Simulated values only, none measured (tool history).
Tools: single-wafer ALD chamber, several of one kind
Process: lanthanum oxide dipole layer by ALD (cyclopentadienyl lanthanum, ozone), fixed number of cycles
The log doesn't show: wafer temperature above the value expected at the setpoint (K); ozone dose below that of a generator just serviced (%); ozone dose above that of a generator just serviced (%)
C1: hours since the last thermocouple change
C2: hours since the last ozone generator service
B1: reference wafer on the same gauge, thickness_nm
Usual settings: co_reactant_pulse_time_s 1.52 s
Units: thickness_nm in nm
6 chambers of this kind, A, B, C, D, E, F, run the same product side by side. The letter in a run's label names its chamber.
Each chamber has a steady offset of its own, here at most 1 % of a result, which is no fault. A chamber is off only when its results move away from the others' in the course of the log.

run 1B hour=3.0 | co_reactant_pulse_time_s=1.52 | C1=552.0 C2=979.1 | B1=0.58021 | thickness_nm=0.55048
run 2F hour=6.9 | co_reactant_pulse_time_s=1.52 | C1=150.2 C2=965.7 | B1=0.58018 | thickness_nm=0.55120
run 3A hour=11.0 | co_reactant_pulse_time_s=1.52 | C1=39.6 C2=587.8 | B1=0.58047 | thickness_nm=0.54851
run 4D hour=14.7 | co_reactant_pulse_time_s=1.52 | C1=1132.7 C2=450.9 | B1=0.58025 | thickness_nm=0.55324
run 5C hour=17.4 | co_reactant_pulse_time_s=1.52 | C1=1290.5 C2=111.8 | B1=0.58067 | thickness_nm=0.54956
run 6E hour=20.6 | co_reactant_pulse_time_s=1.52 | C1=2228.7 C2=88.1 | B1=0.58072 | thickness_nm=0.55045
run 7E hour=24.3 | co_reactant_pulse_time_s=1.24 | C1=2232.4 C2=91.8 | B1=0.58093 | thickness_nm=0.52838
run 8D hour=27.2 | co_reactant_pulse_time_s=1.24 | C1=1145.2 C2=463.4 | B1=0.58069 | thickness_nm=0.53350
run 9C hour=29.7 | co_reactant_pulse_time_s=1.24 | C1=1302.8 C2=124.1 | B1=0.58092 | thickness_nm=0.52972
run 10A hour=33.5 | co_reactant_pulse_time_s=1.24 | C1=62.1 C2=610.3 | B1=0.58116 | thickness_nm=0.53031
run 11B hour=37.4 | co_reactant_pulse_time_s=1.24 | C1=586.4 C2=1013.5 | B1=0.58130 | thickness_nm=0.53224
run 12F hour=39.7 | co_reactant_pulse_time_s=1.24 | C1=183.0 C2=998.5 | B1=0.58106 | thickness_nm=0.53164
run 13F hour=42.4 | co_reactant_pulse_time_s=0.93 | C1=185.7 C2=1001.2 | B1=0.58131 | thickness_nm=0.49035
run 14E hour=45.2 | co_reactant_pulse_time_s=0.93 | C1=2253.3 C2=112.7 | B1=0.58129 | thickness_nm=0.48701
run 15D hour=47.4 | co_reactant_pulse_time_s=0.93 | C1=1165.4 C2=483.6 | B1=0.58151 | thickness_nm=0.49092
run 16B hour=49.5 | co_reactant_pulse_time_s=0.93 | C1=598.5 C2=1025.6 | B1=0.58175 | thickness_nm=0.49297
run 17A hour=51.8 | co_reactant_pulse_time_s=0.93 | C1=80.4 C2=628.6 | B1=0.58183 | thickness_nm=0.48744
run 18C hour=53.9 | co_reactant_pulse_time_s=0.93 | C1=1327.0 C2=148.3 | B1=0.58172 | thickness_nm=0.48825
run 19A hour=56.1 | co_reactant_pulse_time_s=1.52 | C1=84.7 C2=632.9 | B1=0.58191 | thickness_nm=0.54943
run 20E hour=58.7 | co_reactant_pulse_time_s=1.52 | C1=2266.8 C2=126.2 | B1=0.58187 | thickness_nm=0.54984
run 21B hour=62.2 | co_reactant_pulse_time_s=1.52 | C1=611.2 C2=1038.3 | B1=0.58207 | thickness_nm=0.55307
run 22D hour=66.9 | co_reactant_pulse_time_s=1.52 | C1=1184.9 C2=503.1 | B1=0.58214 | thickness_nm=0.55566
run 23F hour=70.5 | co_reactant_pulse_time_s=1.52 | C1=213.8 C2=1029.3 | B1=0.58241 | thickness_nm=0.55015
run 24C hour=73.2 | co_reactant_pulse_time_s=1.52 | C1=1346.3 C2=167.6 | B1=0.58244 | thickness_nm=0.55357
run 25B hour=76.6 | co_reactant_pulse_time_s=1.52 | C1=625.6 C2=1052.7 | B1=0.58242 | thickness_nm=0.55381
run 26F hour=78.9 | co_reactant_pulse_time_s=1.52 | C1=222.2 C2=1037.7 | B1=0.58254 | thickness_nm=0.55277
run 27A hour=83.3 | co_reactant_pulse_time_s=1.02 | C1=111.9 C2=660.1 | B1=0.58284 | thickness_nm=0.50613
run 28C hour=86.9 | co_reactant_pulse_time_s=1.02 | C1=1360.0 C2=181.3 | B1=0.58271 | thickness_nm=0.50489
run 29E hour=91.3 | co_reactant_pulse_time_s=1.02 | C1=2299.4 C2=158.8 | B1=0.58283 | thickness_nm=0.50263
run 30D hour=95.8 | co_reactant_pulse_time_s=1.02 | C1=1213.8 C2=532.0 | B1=0.58291 | thickness_nm=0.50856
run 31D hour=98.9 | co_reactant_pulse_time_s=1.02 | C1=1216.9 C2=535.1 | B1=0.58341 | thickness_nm=0.50936
run 32A hour=101.9 | co_reactant_pulse_time_s=1.02 | C1=130.5 C2=678.7 | B1=0.58328 | thickness_nm=0.50630
run 33E hour=105.1 | co_reactant_pulse_time_s=1.52 | C1=2313.2 C2=172.6 | B1=0.58346 | thickness_nm=0.55123
run 34C hour=108.3 | co_reactant_pulse_time_s=1.26 | C1=1381.4 C2=202.7 | B1=0.58353 | thickness_nm=0.53470
run 35B hour=112.0 | co_reactant_pulse_time_s=1.26 | C1=661.0 C2=1088.1 | B1=0.58382 | thickness_nm=0.53711
run 36F hour=114.3 | co_reactant_pulse_time_s=1.26 | C1=257.6 C2=1073.1 | B1=0.58373 | thickness_nm=0.53532

Next, every chamber runs the same settings. What will each give?
run 37A hour=117.8 | co_reactant_pulse_time_s=1.52 | thickness_nm=?
run 37B hour=117.8 | co_reactant_pulse_time_s=1.52 | thickness_nm=?
run 37C hour=117.8 | co_reactant_pulse_time_s=1.52 | thickness_nm=?
run 37D hour=117.8 | co_reactant_pulse_time_s=1.52 | thickness_nm=?
run 37E hour=117.8 | co_reactant_pulse_time_s=1.52 | thickness_nm=?
run 37F hour=117.8 | co_reactant_pulse_time_s=1.52 | thickness_nm=?

run=37A thickness_nm=0.55356
run=37B thickness_nm=0.55539
run=37C thickness_nm=0.55476
run=37D thickness_nm=0.55766
run=37E thickness_nm=0.55251
run=37F thickness_nm=0.55435

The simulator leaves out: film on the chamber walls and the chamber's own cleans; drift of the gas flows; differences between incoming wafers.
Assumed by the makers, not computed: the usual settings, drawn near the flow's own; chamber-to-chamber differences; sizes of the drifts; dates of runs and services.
